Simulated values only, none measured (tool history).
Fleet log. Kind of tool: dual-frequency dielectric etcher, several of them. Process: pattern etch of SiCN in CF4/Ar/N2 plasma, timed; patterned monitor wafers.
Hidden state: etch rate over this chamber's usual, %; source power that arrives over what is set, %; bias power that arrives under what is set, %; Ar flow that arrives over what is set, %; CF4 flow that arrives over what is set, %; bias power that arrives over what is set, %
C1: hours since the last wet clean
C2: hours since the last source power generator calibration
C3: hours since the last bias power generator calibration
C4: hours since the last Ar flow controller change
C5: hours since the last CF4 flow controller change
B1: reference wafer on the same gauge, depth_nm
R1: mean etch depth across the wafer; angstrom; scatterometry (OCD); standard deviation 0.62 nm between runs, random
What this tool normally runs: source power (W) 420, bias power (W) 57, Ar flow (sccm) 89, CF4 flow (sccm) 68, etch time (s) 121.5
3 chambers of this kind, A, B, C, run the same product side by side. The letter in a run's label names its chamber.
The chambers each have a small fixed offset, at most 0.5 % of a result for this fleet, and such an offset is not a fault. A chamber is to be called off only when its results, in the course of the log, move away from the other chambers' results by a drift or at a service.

{"run": "1C", "hour": 11.0, "source power (W)": 420, "bias power (W)": 57, "Ar flow (sccm)": 89, "CF4 flow (sccm)": 68, "etch time (s)": 121.5, "C1": 42.7, "C2": 3323.3, "C3": 2417.3, "C4": 3114.6, "C5": 5287.5, "B1": 98.403, "R1": 919.61}
{"run": "2B", "hour": 20.9, "source power (W)": 420, "bias power (W)": 57, "Ar flow (sccm)": 89, "CF4 flow (sccm)": 68, "etch time (s)": 121.5, "C1": 234.8, "C2": 993.7, "C3": 2284.0, "C4": 2237.9, "C5": 152.5, "B1": 98.436, "R1": 920.26}
{"run": "3A", "hour": 29.0, "source power (W)": 420, "bias power (W)": 57, "Ar flow (sccm)": 89, "CF4 flow (sccm)": 68, "etch time (s)": 121.5, "C1": 422.8, "C2": 3906.6, "C3": 39.1, "C4": 3122.1, "C5": 796.8, "B1": 98.342, "R1": 913.37}
{"run": "4A", "hour": 38.5, "source power (W)": 420, "bias power (W)": 57, "Ar flow (sccm)": 89, "CF4 flow (sccm)": 68, "etch time (s)": 121.5, "C1": 432.3, "C2": 3916.1, "C3": 48.6, "C4": 3131.6, "C5": 806.3, "B1": 98.431, "R1": 913.75}
{"run": "5B", "hour": 44.2, "source power (W)": 420, "bias power (W)": 57, "Ar flow (sccm)": 89, "CF4 flow (sccm)": 68, "etch time (s)": 121.5, "C1": 258.1, "C2": 1017.0, "C3": 2307.3, "C4": 2261.2, "C5": 175.8, "B1": 98.486, "R1": 918.16}
{"run": "6C", "hour": 51.3, "source power (W)": 420, "bias power (W)": 57, "Ar flow (sccm)": 89, "CF4 flow (sccm)": 68, "etch time (s)": 121.5, "C1": 83.0, "C2": 3363.6, "C3": 2457.6, "C4": 3154.9, "C5": 5327.8, "B1": 98.493, "R1": 910.55}
{"run": "7A", "hour": 60.7, "source power (W)": 420, "bias power (W)": 57, "Ar flow (sccm)": 89, "CF4 flow (sccm)": 68, "etch time (s)": 121.5, "C1": 454.5, "C2": 3938.3, "C3": 70.8, "C4": 3153.8, "C5": 828.5, "B1": 98.454, "R1": 911.34}
{"hour": 64.4, "done": "chamber A: wet clean of the chamber"}
{"run": "8B", "hour": 71.1, "source power (W)": 420, "bias power (W)": 57, "Ar flow (sccm)": 89, "CF4 flow (sccm)": 68, "etch time (s)": 121.5, "C1": 285.0, "C2": 1043.9, "C3": 2334.2, "C4": 2288.1, "C5": 202.7, "B1": 98.501, "R1": 929.2}
{"run": "9C", "hour": 80.0, "source power (W)": 420, "bias power (W)": 57, "Ar flow (sccm)": 89, "CF4 flow (sccm)": 68, "etch time (s)": 121.5, "C1": 111.7, "C2": 3392.3, "C3": 2486.3, "C4": 3183.6, "C5": 5356.5, "B1": 98.509, "R1": 912.58}
{"run": "10A", "hour": 86.4, "source power (W)": 420, "bias power (W)": 57, "Ar flow (sccm)": 89, "CF4 flow (sccm)": 68, "etch time (s)": 121.5, "C1": 22.1, "C2": 3964.0, "C3": 96.5, "C4": 3179.5, "C5": 854.2, "B1": 98.202, "R1": 912.84}
{"run": "11C", "hour": 96.4, "source power (W)": 420, "bias power (W)": 57, "Ar flow (sccm)": 89, "CF4 flow (sccm)": 68, "etch time (s)": 121.5, "C1": 128.1, "C2": 3408.7, "C3": 2502.7, "C4": 3200.0, "C5": 5372.9, "B1": 98.576, "R1": 915.19}
{"run": "12B", "hour": 102.6, "source power (W)": 420, "bias power (W)": 57, "Ar flow (sccm)": 89, "CF4 flow (sccm)": 68, "etch time (s)": 121.5, "C1": 316.5, "C2": 1075.4, "C3": 2365.7, "C4": 2319.6, "C5": 234.2, "B1": 98.414, "R1": 914.62}
{"run": "13C", "hour": 108.8, "source power (W)": 420, "bias power (W)": 57, "Ar flow (sccm)": 89, "CF4 flow (sccm)": 68, "etch time (s)": 121.5, "C1": 140.5, "C2": 3421.1, "C3": 2515.1, "C4": 3212.4, "C5": 5385.3, "B1": 98.546, "R1": 918.53}
{"run": "14A", "hour": 114.8, "source power (W)": 420, "bias power (W)": 57, "Ar flow (sccm)": 89, "CF4 flow (sccm)": 68, "etch time (s)": 121.5, "C1": 50.5, "C2": 3992.4, "C3": 124.9, "C4": 3207.9, "C5": 882.6, "B1": 98.346, "R1": 917.79}
{"run": "15B", "hour": 120.8, "source power (W)": 420, "bias power (W)": 57, "Ar flow (sccm)": 89, "CF4 flow (sccm)": 68, "etch time (s)": 121.5, "C1": 334.7, "C2": 1093.6, "C3": 2383.9, "C4": 2337.8, "C5": 252.4, "B1": 98.475, "R1": 922.54}
{"hour": 125.5, "done": "chamber A: source power generator calibrated"}
{"run": "16C", "hour": 127.1, "source power (W)": 420, "bias power (W)": 57, "Ar flow (sccm)": 89, "CF4 flow (sccm)": 68, "etch time (s)": 121.5, "C1": 158.8, "C2": 3439.4, "C3": 2533.4, "C4": 3230.7, "C5": 5403.6, "B1": 98.233, "R1": 913.86}
{"run": "17B", "hour": 134.3, "source power (W)": 420, "bias power (W)": 57, "Ar flow (sccm)": 89, "CF4 flow (sccm)": 68, "etch time (s)": 121.5, "C1": 348.2, "C2": 1107.1, "C3": 2397.4, "C4": 2351.3, "C5": 265.9, "B1": 98.474, "R1": 920.25}
{"run": "18A", "hour": 141.7, "source power (W)": 420, "bias power (W)": 57, "Ar flow (sccm)": 89, "CF4 flow (sccm)": 68, "etch time (s)": 121.5, "C1": 77.4, "C2": 16.3, "C3": 151.8, "C4": 3234.8, "C5": 909.5, "B1": 98.342, "R1": 912.33}
{"run": "19C", "hour": 149.6, "source power (W)": 420, "bias power (W)": 57, "Ar flow (sccm)": 89, "CF4 flow (sccm)": 68, "etch time (s)": 121.5, "C1": 181.3, "C2": 3461.9, "C3": 2555.9, "C4": 3253.2, "C5": 5426.1, "B1": 98.556, "R1": 919.94}
{"run": "20B", "hour": 159.1, "source power (W)": 420, "bias power (W)": 57, "Ar flow (sccm)": 89, "CF4 flow (sccm)": 68, "etch time (s)": 121.5, "C1": 373.0, "C2": 1131.9, "C3": 2422.2, "C4": 2376.1, "C5": 290.7, "B1": 98.407, "R1": 934.49}
{"run": "21A", "hour": 165.5, "source power (W)": 420, "bias power (W)": 57, "Ar flow (sccm)": 89, "CF4 flow (sccm)": 68, "etch time (s)": 121.5, "C1": 101.2, "C2": 40.1, "C3": 175.6, "C4": 3258.6, "C5": 933.3, "B1": 98.468, "R1": 921.72}
{"run": "22B", "hour": 171.5, "source power (W)": 420, "bias power (W)": 57, "Ar flow (sccm)": 89, "CF4 flow (sccm)": 68, "etch time (s)": 121.5, "C1": 385.4, "C2": 1144.3, "C3": 2434.6, "C4": 2388.5, "C5": 303.1, "B1": 98.266, "R1": 915.76}
{"run": "23A", "hour": 182.4, "source power (W)": 420, "bias power (W)": 57, "Ar flow (sccm)": 89, "CF4 flow (sccm)": 68, "etch time (s)": 121.5, "C1": 118.1, "C2": 57.0, "C3": 192.5, "C4": 3275.5, "C5": 950.2, "B1": 98.501, "R1": 922.98}
{"run": "24C", "hour": 192.5, "source power (W)": 420, "bias power (W)": 57, "Ar flow (sccm)": 89, "CF4 flow (sccm)": 68, "etch time (s)": 121.5, "C1": 224.2, "C2": 3504.8, "C3": 2598.8, "C4": 3296.1, "C5": 5469.0, "B1": 98.372, "R1": 908.01}
{"run": "25A", "hour": 203.3, "source power (W)": 420, "bias power (W)": 57, "Ar flow (sccm)": 89, "CF4 flow (sccm)": 68, "etch time (s)": 121.5, "C1": 139.0, "C2": 77.9, "C3": 213.4, "C4": 3296.4, "C5": 971.1, "B1": 98.403, "R1": 923.94}
{"run": "26C", "hour": 209.5, "source power (W)": 420, "bias power (W)": 57, "Ar flow (sccm)": 89, "CF4 flow (sccm)": 68, "etch time (s)": 121.5, "C1": 241.2, "C2": 3521.8, "C3": 2615.8, "C4": 3313.1, "C5": 5486.0, "B1": 98.422, "R1": 919.82}
{"run": "27B", "hour": 215.5, "source power (W)": 420, "bias power (W)": 57, "Ar flow (sccm)": 89, "CF4 flow (sccm)": 68, "etch time (s)": 121.5, "C1": 429.4, "C2": 1188.3, "C3": 2478.6, "C4": 2432.5, "C5": 347.1, "B1": 98.398, "R1": 909.45}
{"run": "28A", "hour": 221.4, "source power (W)": 420, "bias power (W)": 57, "Ar flow (sccm)": 89, "CF4 flow (sccm)": 68, "etch time (s)": 121.5, "C1": 157.1, "C2": 96.0, "C3": 231.5, "C4": 3314.5, "C5": 989.2, "B1": 98.503, "R1": 920.77}
{"run": "29C", "hour": 230.8, "source power (W)": 420, "bias power (W)": 57, "Ar flow (sccm)": 89, "CF4 flow (sccm)": 68, "etch time (s)": 121.5, "C1": 262.5, "C2": 3543.1, "C3": 2637.1, "C4": 3334.4, "C5": 5507.3, "B1": 98.527, "R1": 912.55}
{"run": "30B", "hour": 237.6, "source power (W)": 420, "bias power (W)": 57, "Ar flow (sccm)": 89, "CF4 flow (sccm)": 68, "etch time (s)": 121.5, "C1": 451.5, "C2": 1210.4, "C3": 2500.7, "C4": 2454.6, "C5": 369.2, "B1": 98.441, "R1": 923.56}
{"hour": 242.4, "done": "chamber B: wet clean of the chamber"}
{"run": "31C", "hour": 246.9, "source power (W)": 420, "bias power (W)": 57, "Ar flow (sccm)": 68, "CF4 flow (sccm)": 68, "etch time (s)": 121.5, "C1": 278.6, "C2": 3559.2, "C3": 2653.2, "C4": 3350.5, "C5": 5523.4, "B1": 98.53, "R1": 947.92}
{"run": "32B", "hour": 258.6, "source power (W)": 420, "bias power (W)": 57, "Ar flow (sccm)": 68, "CF4 flow (sccm)": 68, "etch time (s)": 121.5, "C1": 16.2, "C2": 1231.4, "C3": 2521.7, "C4": 2475.6, "C5": 390.2, "B1": 98.394, "R1": 968.88}
{"run": "33A", "hour": 265.8, "source power (W)": 420, "bias power (W)": 57, "Ar flow (sccm)": 68, "CF4 flow (sccm)": 68, "etch time (s)": 121.5, "C1": 201.5, "C2": 140.4, "C3": 275.9, "C4": 3358.9, "C5": 1033.6, "B1": 98.328, "R1": 960.04}
{"run": "34A", "hour": 274.3, "source power (W)": 420, "bias power (W)": 53, "Ar flow (sccm)": 89, "CF4 flow (sccm)": 68, "etch time (s)": 100.5, "C1": 210.0, "C2": 148.9, "C3": 284.4, "C4": 3367.4, "C5": 1042.1, "B1": 98.466, "R1": 735.66}
{"run": "35B", "hour": 283.3, "source power (W)": 420, "bias power (W)": 53, "Ar flow (sccm)": 89, "CF4 flow (sccm)": 68, "etch time (s)": 100.5, "C1": 40.9, "C2": 1256.1, "C3": 2546.4, "C4": 2500.3, "C5": 414.9, "B1": 98.466, "R1": 747.19}
{"hour": 288.1, "done": "chamber C: source power generator calibrated"}
{"run": "36C", "hour": 292.0, "source power (W)": 420, "bias power (W)": 53, "Ar flow (sccm)": 89, "CF4 flow (sccm)": 68, "etch time (s)": 100.5, "C1": 323.7, "C2": 3.9, "C3": 2698.3, "C4": 3395.6, "C5": 5568.5, "B1": 98.521, "R1": 742.25}
{"run": "37B", "hour": 297.7, "source power (W)": 420, "bias power (W)": 57, "Ar flow (sccm)": 89, "CF4 flow (sccm)": 68, "etch time (s)": 121.5, "C1": 55.3, "C2": 1270.5, "C3": 2560.8, "C4": 2514.7, "C5": 429.3, "B1": 98.398, "R1": 911.35}
{"run": "38C", "hour": 310.5, "source power (W)": 420, "bias power (W)": 57, "Ar flow (sccm)": 89, "CF4 flow (sccm)": 68, "etch time (s)": 121.5, "C1": 342.2, "C2": 22.4, "C3": 2716.8, "C4": 3414.1, "C5": 5587.0, "B1": 98.361, "R1": 907.41}
{"run": "39A", "hour": 319.3, "source power (W)": 480, "bias power (W)": 57, "Ar flow (sccm)": 89, "CF4 flow (sccm)": 68, "etch time (s)": 121.5, "C1": 255.0, "C2": 193.9, "C3": 329.4, "C4": 3412.4, "C5": 1087.1, "B1": 98.241, "R1": 1036.9}
{"run": "40A", "hour": 325.0, "source power (W)": 480, "bias power (W)": 57, "Ar flow (sccm)": 89, "CF4 flow (sccm)": 68, "etch time (s)": 121.5, "C1": 260.7, "C2": 199.6, "C3": 335.1, "C4": 3418.1, "C5": 1092.8, "B1": 98.437, "R1": 1027.5}
{"run": "41B", "hour": 332.9, "source power (W)": 480, "bias power (W)": 57, "Ar flow (sccm)": 89, "CF4 flow (sccm)": 68, "etch time (s)": 121.5, "C1": 90.5, "C2": 1305.7, "C3": 2596.0, "C4": 2549.9, "C5": 464.5, "B1": 98.375, "R1": 1033.1}
{"run": "42C", "hour": 339.0, "source power (W)": 420, "bias power (W)": 57, "Ar flow (sccm)": 89, "CF4 flow (sccm)": 68, "etch time (s)": 121.5, "C1": 370.7, "C2": 50.9, "C3": 2745.3, "C4": 3442.6, "C5": 5615.5, "B1": 98.451, "R1": 912.87}
{"run": "43A", "hour": 349.1, "source power (W)": 420, "bias power (W)": 57, "Ar flow (sccm)": 89, "CF4 flow (sccm)": 68, "etch time (s)": 121.5, "C1": 284.8, "C2": 223.7, "C3": 359.2, "C4": 3442.2, "C5": 1116.9, "B1": 98.617, "R1": 913.64}

Each of the 3 chambers runs these same settings next. Fill in every chamber's results:
{"run": "44A", "hour": 358.3, "source power (W)": 420, "bias power (W)": 57, "Ar flow (sccm)": 89, "CF4 flow (sccm)": 68, "etch time (s)": 121.5, "R1": "?"}
{"run": "44B", "hour": 358.3, "source power (W)": 420, "bias power (W)": 57, "Ar flow (sccm)": 89, "CF4 flow (sccm)": 68, "etch time (s)": 121.5, "R1": "?"}
{"run": "44C", "hour": 358.3, "source power (W)": 420, "bias power (W)": 57, "Ar flow (sccm)": 89, "CF4 flow (sccm)": 68, "etch time (s)": 121.5, "R1": "?"}

run=44A R1=906.82
run=44B R1=918.48
run=44C R1=914.04
